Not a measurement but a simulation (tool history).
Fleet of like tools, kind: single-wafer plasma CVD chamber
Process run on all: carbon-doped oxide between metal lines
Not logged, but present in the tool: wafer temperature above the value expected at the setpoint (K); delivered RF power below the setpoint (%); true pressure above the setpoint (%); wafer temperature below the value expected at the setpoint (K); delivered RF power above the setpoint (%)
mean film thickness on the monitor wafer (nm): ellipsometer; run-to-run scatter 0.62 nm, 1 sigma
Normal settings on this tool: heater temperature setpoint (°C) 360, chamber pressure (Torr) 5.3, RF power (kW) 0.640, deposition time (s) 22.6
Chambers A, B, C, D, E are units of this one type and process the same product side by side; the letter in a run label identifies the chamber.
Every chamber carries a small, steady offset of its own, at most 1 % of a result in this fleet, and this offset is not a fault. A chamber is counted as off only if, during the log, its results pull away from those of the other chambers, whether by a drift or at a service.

run   hour  heater temperature setpoint (°C)  chamber pressure (Torr)  RF power (kW)  deposition time (s)  hours since the last thermocouple change  hours since the last RF generator calibration  hours since the last manometer calibration  read-back reference wafer on the same gauge, thickness_nm  mean film thickness on the monitor wafer (nm)
 1B   10.1                               360                      5.3          0.640                 22.6                                    1139.5                                          268.8                                      1258.5                                                     113.14                                         131.11
 2E   18.2                               360                      5.3          0.640                 22.6                                    1050.5                                          818.0                                       717.1                                                     112.91                                         133.02
      22.8  -- chamber A: capacitance manometer re-zeroed and calibrated
 3D   23.9                               360                      5.3          0.640                 22.6                                     945.4                                         1600.7                                      2090.7                                                     113.03                                         131.21
 4C   30.1                               360                      5.3          0.640                 22.6                                     290.9                                          473.3                                       703.4                                                     113.00                                         130.88
 5A   37.0                               360                      5.3          0.640                 22.6                                    2618.8                                          961.7                                        14.2                                                     113.03                                         133.35
 6D   44.8                               360                      5.3          0.640                 22.6                                     966.3                                         1621.6                                      2111.6                                                     113.07                                         131.03
 7C   51.7                               360                      5.3          0.640                 22.6                                     312.5                                          494.9                                       725.0                                                     113.03                                         132.79
 8B   59.4                               360                      5.3          0.640                 22.6                                    1188.8                                          318.1                                      1307.8                                                     112.87                                         132.54
 9E   66.3                               360                      5.3          0.640                 22.6                                    1098.6                                          866.1                                       765.2                                                     112.96                                         131.71
10A   71.5                               355                      5.3          0.640                 20.6                                    2653.3                                          996.2                                        48.7                                                     112.94                                         123.34
11E   81.2                               355                      5.3          0.640                 20.6                                    1113.5                                          881.0                                       780.1                                                     113.00                                         121.71
12D   87.4                               355                      5.3          0.640                 20.6                                    1008.9                                         1664.2                                      2154.2                                                     112.93                                         121.63
13C   99.2                               355                      5.3          0.640                 20.6                                     360.0                                          542.4                                       772.5                                                     112.99                                         122.95
     104.0  -- chamber A: thermocouple changed; heater temperature recalibrated
14B  107.7                               355                      5.3          0.640                 20.6                                    1237.1                                          366.4                                      1356.1                                                     112.96                                         122.17
15A  113.2                               372                      5.3          0.640                 22.6                                       9.3                                         1037.9                                        90.4                                                     113.00                                         129.19
16A  120.8                               372                      5.3          0.640                 22.6                                      16.9                                         1045.5                                        98.0                                                     113.03                                         130.09
17E  129.2                               372                      5.3          0.640                 22.6                                    1161.5                                          929.0                                       828.1                                                     112.99                                         129.64
18C  136.9                               372                      5.3          0.640                 22.6                                     397.7                                          580.1                                       810.2                                                     113.08                                         128.59
19B  143.8                               372                      5.3          0.640                 22.6                                    1273.2                                          402.5                                      1392.2                                                     112.89                                         128.45
     153.0  -- chamber D: capacitance manometer re-zeroed and calibrated
20D  155.2                               360                      5.3          0.640                 22.6                                    1076.7                                         1732.0                                         2.2                                                     113.03                                         131.14
21C  162.1                               360                      5.3          0.640                 22.6                                     422.9                                          605.3                                       835.4                                                     112.97                                         132.45
     163.1  -- chamber D: RF generator calibrated
22E  172.4                               360                      5.3          0.640                 22.6                                    1204.7                                          972.2                                       871.3                                                     112.89                                         133.62
23B  183.7                               360                      5.3          0.640                 22.6                                    1313.1                                          442.4                                      1432.1                                                     113.00                                         130.48
24D  191.9                               360                      5.3          0.640                 22.6                                    1113.4                                           28.8                                        38.9                                                     113.00                                         131.42
25A  203.8                               360                      5.3          0.640                 22.6                                      99.9                                         1128.5                                       181.0                                                     112.90                                         132.49
26B  209.9                               360                      5.3          0.640                 22.6                                    1339.3                                          468.6                                      1458.3                                                     113.03                                         130.55
27C  218.0                               360                      5.3          0.640                 22.6                                     478.8                                          661.2                                       891.3                                                     112.89                                         131.91
     218.5  -- chamber C: capacitance manometer re-zeroed and calibrated
28E  226.1                               360                      5.3          0.640                 22.6                                    1258.4                                         1025.9                                       925.0                                                     113.07                                         131.57
29A  234.3                               360                      5.3          0.640                 22.6                                     130.4                                         1159.0                                       211.5                                                     112.99                                         132.38
30D  239.8                               360                      5.3          0.640                 22.6                                    1161.3                                           76.7                                        86.8                                                     113.12                                         130.95
31D  245.3                               360                      5.3          0.640                 22.6                                    1166.8                                           82.2                                        92.3                                                     113.03                                         130.79
32B  255.3                               360                      5.3          0.640                 22.6                                    1384.7                                          514.0                                      1503.7                                                     112.92                                         132.44
33C  265.0                               360                      5.3          0.640                 22.6                                     525.8                                          708.2                                        46.6                                                     112.93                                         132.07
34A  273.9                               360                      5.3          0.640                 22.6                                     170.0                                         1198.6                                       251.1                                                     113.12                                         133.15
35E  285.2                               360                      5.3          0.640                 22.6                                    1317.5                                         1085.0                                       984.1                                                     113.01                                         133.67
36E  293.6                               360                      5.3          0.640                 22.6                                    1325.9                                         1093.4                                       992.5                                                     113.04                                         132.88
37B  299.9                               360                      5.3          0.640                 22.6                                    1429.3                                          558.6                                      1548.3                                                     112.98                                         131.66
38C  305.2                               360                      5.3          0.640                 22.6                                     566.0                                          748.4                                        86.8                                                     113.11                                         133.08
39D  317.1                               360                      5.3          0.640                 22.6                                    1238.6                                          154.0                                       164.1                                                     112.82                                         131.10
40A  327.3                               348                      5.3          0.640                 22.6                                     223.4                                         1252.0                                       304.5                                                     112.99                                         138.49

What goes on in this fleet: one chamber off, a drifting gauge, or nothing beyond the chambers' own small offsets? Name the chamber and the cause, if any.

No chamber stands off beyond its own small offset, and the gauge holds steady.

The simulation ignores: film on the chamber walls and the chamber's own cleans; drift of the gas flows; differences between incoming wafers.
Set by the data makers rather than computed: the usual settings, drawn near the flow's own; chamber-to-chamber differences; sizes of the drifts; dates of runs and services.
